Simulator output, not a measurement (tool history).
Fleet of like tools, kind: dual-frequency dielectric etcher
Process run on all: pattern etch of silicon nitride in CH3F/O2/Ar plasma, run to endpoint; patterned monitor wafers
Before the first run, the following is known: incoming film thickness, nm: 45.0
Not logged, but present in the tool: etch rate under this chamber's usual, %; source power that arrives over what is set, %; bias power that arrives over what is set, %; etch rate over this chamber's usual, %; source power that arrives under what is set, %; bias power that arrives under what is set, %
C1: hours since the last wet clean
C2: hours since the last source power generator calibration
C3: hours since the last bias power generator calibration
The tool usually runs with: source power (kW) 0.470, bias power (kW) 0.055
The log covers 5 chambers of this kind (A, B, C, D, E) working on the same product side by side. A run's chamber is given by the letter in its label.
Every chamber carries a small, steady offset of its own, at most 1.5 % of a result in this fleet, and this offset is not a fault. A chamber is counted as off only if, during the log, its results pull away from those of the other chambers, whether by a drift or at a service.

run 1D hour=5.7 | source_power_(kW)=0.470 bias_power_(kW)=0.055 | C1=191.1 C2=954.2 C3=147.9 | endpoint_time_(s)=66.982
run 2E hour=11.3 | source_power_(kW)=0.470 bias_power_(kW)=0.055 | C1=236.2 C2=1263.6 C3=3121.9 | endpoint_time_(s)=66.591
run 3C hour=17.5 | source_power_(kW)=0.470 bias_power_(kW)=0.055 | C1=698.5 C2=1631.8 C3=188.0 | endpoint_time_(s)=66.343
run 4A hour=24.1 | source_power_(kW)=0.470 bias_power_(kW)=0.055 | C1=243.6 C2=1690.4 C3=1856.8 | endpoint_time_(s)=65.906
run 5B hour=28.8 | source_power_(kW)=0.470 bias_power_(kW)=0.055 | C1=37.1 C2=877.0 C3=2219.1 | endpoint_time_(s)=66.088
-- hour=33.2 chamber C: wet clean of the chamber
run 6D hour=36.3 | source_power_(kW)=0.470 bias_power_(kW)=0.055 | C1=221.7 C2=984.8 C3=178.5 | endpoint_time_(s)=66.803
run 7B hour=42.2 | source_power_(kW)=0.470 bias_power_(kW)=0.055 | C1=50.5 C2=890.4 C3=2232.5 | endpoint_time_(s)=66.380
run 8E hour=49.1 | source_power_(kW)=0.470 bias_power_(kW)=0.055 | C1=274.0 C2=1301.4 C3=3159.7 | endpoint_time_(s)=66.715
run 9C hour=53.1 | source_power_(kW)=0.470 bias_power_(kW)=0.055 | C1=20.0 C2=1667.4 C3=223.6 | endpoint_time_(s)=66.579
run 10A hour=59.2 | source_power_(kW)=0.370 bias_power_(kW)=0.050 | C1=278.7 C2=1725.5 C3=1891.9 | endpoint_time_(s)=74.682
run 11C hour=65.7 | source_power_(kW)=0.370 bias_power_(kW)=0.050 | C1=32.6 C2=1680.0 C3=236.2 | endpoint_time_(s)=75.928
run 12B hour=70.1 | source_power_(kW)=0.370 bias_power_(kW)=0.050 | C1=78.4 C2=918.3 C3=2260.4 | endpoint_time_(s)=75.030
run 13A hour=75.8 | source_power_(kW)=0.370 bias_power_(kW)=0.050 | C1=295.3 C2=1742.1 C3=1908.5 | endpoint_time_(s)=74.530
run 14E hour=82.2 | source_power_(kW)=0.370 bias_power_(kW)=0.050 | C1=307.1 C2=1334.5 C3=3192.8 | endpoint_time_(s)=76.115
run 15D hour=87.0 | source_power_(kW)=0.470 bias_power_(kW)=0.055 | C1=272.4 C2=1035.5 C3=229.2 | endpoint_time_(s)=67.228
run 16C hour=93.3 | source_power_(kW)=0.470 bias_power_(kW)=0.055 | C1=60.2 C2=1707.6 C3=263.8 | endpoint_time_(s)=67.172
run 17D hour=97.4 | source_power_(kW)=0.470 bias_power_(kW)=0.055 | C1=282.8 C2=1045.9 C3=239.6 | endpoint_time_(s)=66.821
run 18E hour=104.9 | source_power_(kW)=0.470 bias_power_(kW)=0.055 | C1=329.8 C2=1357.2 C3=3215.5 | endpoint_time_(s)=66.966
run 19B hour=109.9 | source_power_(kW)=0.470 bias_power_(kW)=0.055 | C1=118.2 C2=958.1 C3=2300.2 | endpoint_time_(s)=66.059
run 20A hour=114.7 | source_power_(kW)=0.470 bias_power_(kW)=0.055 | C1=334.2 C2=1781.0 C3=1947.4 | endpoint_time_(s)=65.878
run 21A hour=121.7 | source_power_(kW)=0.470 bias_power_(kW)=0.055 | C1=341.2 C2=1788.0 C3=1954.4 | endpoint_time_(s)=66.150
run 22D hour=126.7 | source_power_(kW)=0.470 bias_power_(kW)=0.055 | C1=312.1 C2=1075.2 C3=268.9 | endpoint_time_(s)=67.254
run 23B hour=131.4 | source_power_(kW)=0.470 bias_power_(kW)=0.055 | C1=139.7 C2=979.6 C3=2321.7 | endpoint_time_(s)=66.123
run 24E hour=135.0 | source_power_(kW)=0.470 bias_power_(kW)=0.055 | C1=359.9 C2=1387.3 C3=3245.6 | endpoint_time_(s)=67.611
run 25C hour=139.0 | source_power_(kW)=0.470 bias_power_(kW)=0.055 | C1=105.9 C2=1753.3 C3=309.5 | endpoint_time_(s)=67.113
run 26C hour=144.9 | source_power_(kW)=0.470 bias_power_(kW)=0.055 | C1=111.8 C2=1759.2 C3=315.4 | endpoint_time_(s)=67.267
run 27A hour=150.5 | source_power_(kW)=0.470 bias_power_(kW)=0.055 | C1=370.0 C2=1816.8 C3=1983.2 | endpoint_time_(s)=65.671
run 28D hour=153.9 | source_power_(kW)=0.470 bias_power_(kW)=0.055 | C1=339.3 C2=1102.4 C3=296.1 | endpoint_time_(s)=66.702
run 29B hour=159.3 | source_power_(kW)=0.470 bias_power_(kW)=0.055 | C1=167.6 C2=1007.5 C3=2349.6 | endpoint_time_(s)=66.092
run 30E hour=164.7 | source_power_(kW)=0.470 bias_power_(kW)=0.055 | C1=389.6 C2=1417.0 C3=3275.3 | endpoint_time_(s)=68.297
-- hour=165.1 chamber A: wet clean of the chamber
run 31D hour=171.1 | source_power_(kW)=0.470 bias_power_(kW)=0.055 | C1=356.5 C2=1119.6 C3=313.3 | endpoint_time_(s)=67.233
run 32E hour=176.3 | source_power_(kW)=0.470 bias_power_(kW)=0.055 | C1=401.2 C2=1428.6 C3=3286.9 | endpoint_time_(s)=68.694
run 33C hour=180.2 | source_power_(kW)=0.470 bias_power_(kW)=0.055 | C1=147.1 C2=1794.5 C3=350.7 | endpoint_time_(s)=67.134
run 34B hour=185.9 | source_power_(kW)=0.470 bias_power_(kW)=0.055 | C1=194.2 C2=1034.1 C3=2376.2 | endpoint_time_(s)=66.022
run 35A hour=189.5 | source_power_(kW)=0.470 bias_power_(kW)=0.055 | C1=24.5 C2=1855.8 C3=2022.2 | endpoint_time_(s)=66.329
run 36D hour=194.3 | source_power_(kW)=0.470 bias_power_(kW)=0.055 | C1=379.7 C2=1142.8 C3=336.5 | endpoint_time_(s)=67.507
run 37A hour=197.9 | source_power_(kW)=0.470 bias_power_(kW)=0.055 | C1=32.9 C2=1864.2 C3=2030.6 | endpoint_time_(s)=66.625
run 38C hour=202.4 | source_power_(kW)=0.510 bias_power_(kW)=0.055 | C1=169.3 C2=1816.7 C3=372.9 | endpoint_time_(s)=65.524
run 39B hour=206.3 | source_power_(kW)=0.510 bias_power_(kW)=0.055 | C1=214.6 C2=1054.5 C3=2396.6 | endpoint_time_(s)=64.133
run 40E hour=209.9 | source_power_(kW)=0.510 bias_power_(kW)=0.055 | C1=434.8 C2=1462.2 C3=3320.5 | endpoint_time_(s)=67.339
run 41C hour=215.0 | source_power_(kW)=0.510 bias_power_(kW)=0.055 | C1=181.9 C2=1829.3 C3=385.5 | endpoint_time_(s)=65.109
run 42B hour=222.5 | source_power_(kW)=0.510 bias_power_(kW)=0.055 | C1=230.8 C2=1070.7 C3=2412.8 | endpoint_time_(s)=63.885

Next, all 5 chambers run the settings below, one line each with question marks for the results. What does each chamber give?
run 43A hour=227.9 | source_power_(kW)=0.390 bias_power_(kW)=0.055 | endpoint_time_(s)=?
run 43B hour=227.9 | source_power_(kW)=0.390 bias_power_(kW)=0.055 | endpoint_time_(s)=?
run 43C hour=227.9 | source_power_(kW)=0.390 bias_power_(kW)=0.055 | endpoint_time_(s)=?
run 43D hour=227.9 | source_power_(kW)=0.390 bias_power_(kW)=0.055 | endpoint_time_(s)=?
run 43E hour=227.9 | source_power_(kW)=0.390 bias_power_(kW)=0.055 | endpoint_time_(s)=?

run=43A endpoint_time_(s)=71.163
run=43B endpoint_time_(s)=71.710
run=43C endpoint_time_(s)=72.589
run=43D endpoint_time_(s)=71.444
run=43E endpoint_time_(s)=74.402
